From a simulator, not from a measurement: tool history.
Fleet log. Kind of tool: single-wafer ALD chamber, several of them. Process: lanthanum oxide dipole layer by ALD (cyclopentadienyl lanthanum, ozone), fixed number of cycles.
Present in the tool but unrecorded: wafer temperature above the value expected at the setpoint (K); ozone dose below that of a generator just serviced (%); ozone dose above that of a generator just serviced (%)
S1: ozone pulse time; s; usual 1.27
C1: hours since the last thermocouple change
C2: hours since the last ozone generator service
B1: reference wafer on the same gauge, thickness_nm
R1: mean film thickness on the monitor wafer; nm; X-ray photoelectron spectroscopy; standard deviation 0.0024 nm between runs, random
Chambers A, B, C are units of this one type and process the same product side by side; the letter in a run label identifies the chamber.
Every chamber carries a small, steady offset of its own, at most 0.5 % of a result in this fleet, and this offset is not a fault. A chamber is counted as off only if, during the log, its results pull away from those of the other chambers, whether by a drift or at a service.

run 1C hour=9.9 | S1=1.27 | C1=2195.0 C2=581.6 | B1=0.48652 | R1=0.53283
run 2B hour=16.6 | S1=1.27 | C1=791.4 C2=700.7 | B1=0.48668 | R1=0.53298
run 3A hour=24.5 | S1=1.27 | C1=843.4 C2=1536.3 | B1=0.48694 | R1=0.53227
run 4C hour=31.0 | S1=1.27 | C1=2216.1 C2=602.7 | B1=0.48707 | R1=0.53094
run 5B hour=36.9 | S1=1.27 | C1=811.7 C2=721.0 | B1=0.48795 | R1=0.52987
run 6A hour=43.2 | S1=1.27 | C1=862.1 C2=1555.0 | B1=0.48686 | R1=0.53034
run 7C hour=52.5 | S1=1.27 | C1=2237.6 C2=624.2 | B1=0.48691 | R1=0.52814
run 8B hour=57.1 | S1=1.27 | C1=831.9 C2=741.2 | B1=0.48691 | R1=0.53171
-- hour=62.2 chamber A: thermocouple changed; heater temperature recalibrated
run 9A hour=65.6 | S1=1.05 | C1=3.4 C2=1577.4 | B1=0.48674 | R1=0.50146
run 10A hour=71.3 | S1=1.05 | C1=9.1 C2=1583.1 | B1=0.48745 | R1=0.50415
run 11C hour=75.7 | S1=1.05 | C1=2260.8 C2=647.4 | B1=0.48729 | R1=0.50717
run 12B hour=85.9 | S1=1.27 | C1=860.7 C2=770.0 | B1=0.48708 | R1=0.53225
run 13A hour=95.3 | S1=1.69 | C1=33.1 C2=1607.1 | B1=0.48703 | R1=0.55530
run 14C hour=103.5 | S1=1.69 | C1=2288.6 C2=675.2 | B1=0.48722 | R1=0.55704
run 15B hour=111.3 | S1=1.69 | C1=886.1 C2=795.4 | B1=0.48710 | R1=0.55652
run 16C hour=118.3 | S1=1.27 | C1=2303.4 C2=690.0 | B1=0.48689 | R1=0.52958
run 17A hour=123.4 | S1=1.27 | C1=61.2 C2=1635.2 | B1=0.48676 | R1=0.52381
run 18B hour=128.3 | S1=1.27 | C1=903.1 C2=812.4 | B1=0.48695 | R1=0.53162
run 19C hour=133.8 | S1=1.27 | C1=2318.9 C2=705.5 | B1=0.48716 | R1=0.52980
run 20A hour=143.4 | S1=1.27 | C1=81.2 C2=1655.2 | B1=0.48676 | R1=0.52976
run 21B hour=148.2 | S1=1.27 | C1=923.0 C2=832.3 | B1=0.48697 | R1=0.53186
run 22A hour=156.0 | S1=1.27 | C1=93.8 C2=1667.8 | B1=0.48726 | R1=0.53163
run 23B hour=164.1 | S1=1.27 | C1=938.9 C2=848.2 | B1=0.48706 | R1=0.53288
run 24C hour=170.5 | S1=1.27 | C1=2355.6 C2=742.2 | B1=0.48699 | R1=0.53349
run 25A hour=179.9 | S1=1.27 | C1=117.7 C2=1691.7 | B1=0.48760 | R1=0.52925
run 26C hour=189.7 | S1=1.27 | C1=2374.8 C2=761.4 | B1=0.48672 | R1=0.53095
run 27B hour=194.5 | S1=1.27 | C1=969.3 C2=878.6 | B1=0.48685 | R1=0.53221
run 28A hour=199.8 | S1=0.86 | C1=137.6 C2=1711.6 | B1=0.48769 | R1=0.47150
run 29C hour=208.3 | S1=0.86 | C1=2393.4 C2=780.0 | B1=0.48712 | R1=0.47101
run 30B hour=218.2 | S1=0.86 | C1=993.0 C2=902.3 | B1=0.48670 | R1=0.47264
run 31C hour=224.5 | S1=1.27 | C1=2409.6 C2=796.2 | B1=0.48724 | R1=0.52934
run 32A hour=232.4 | S1=1.27 | C1=170.2 C2=1744.2 | B1=0.48667 | R1=0.53121
run 33B hour=237.0 | S1=1.71 | C1=1011.8 C2=921.1 | B1=0.48667 | R1=0.55599
run 34C hour=242.6 | S1=1.71 | C1=2427.7 C2=814.3 | B1=0.48691 | R1=0.55596
run 35B hour=249.8 | S1=1.71 | C1=1024.6 C2=933.9 | B1=0.48772 | R1=0.56006
run 36A hour=256.8 | S1=1.27 | C1=194.6 C2=1768.6 | B1=0.48687 | R1=0.53271
run 37A hour=262.7 | S1=1.27 | C1=200.5 C2=1774.5 | B1=0.48673 | R1=0.52919
run 38B hour=272.6 | S1=1.27 | C1=1047.4 C2=956.7 | B1=0.48628 | R1=0.53026
run 39C hour=282.7 | S1=1.27 | C1=2467.8 C2=854.4 | B1=0.48677 | R1=0.53180

All 3 chambers run these settings next. Forecast each chamber's results:
run 40A hour=290.0 | S1=0.94 | R1=?
run 40B hour=290.0 | S1=0.94 | R1=?
run 40C hour=290.0 | S1=0.94 | R1=?

run=40A R1=0.48953
run=40B R1=0.48923
run=40C R1=0.48469
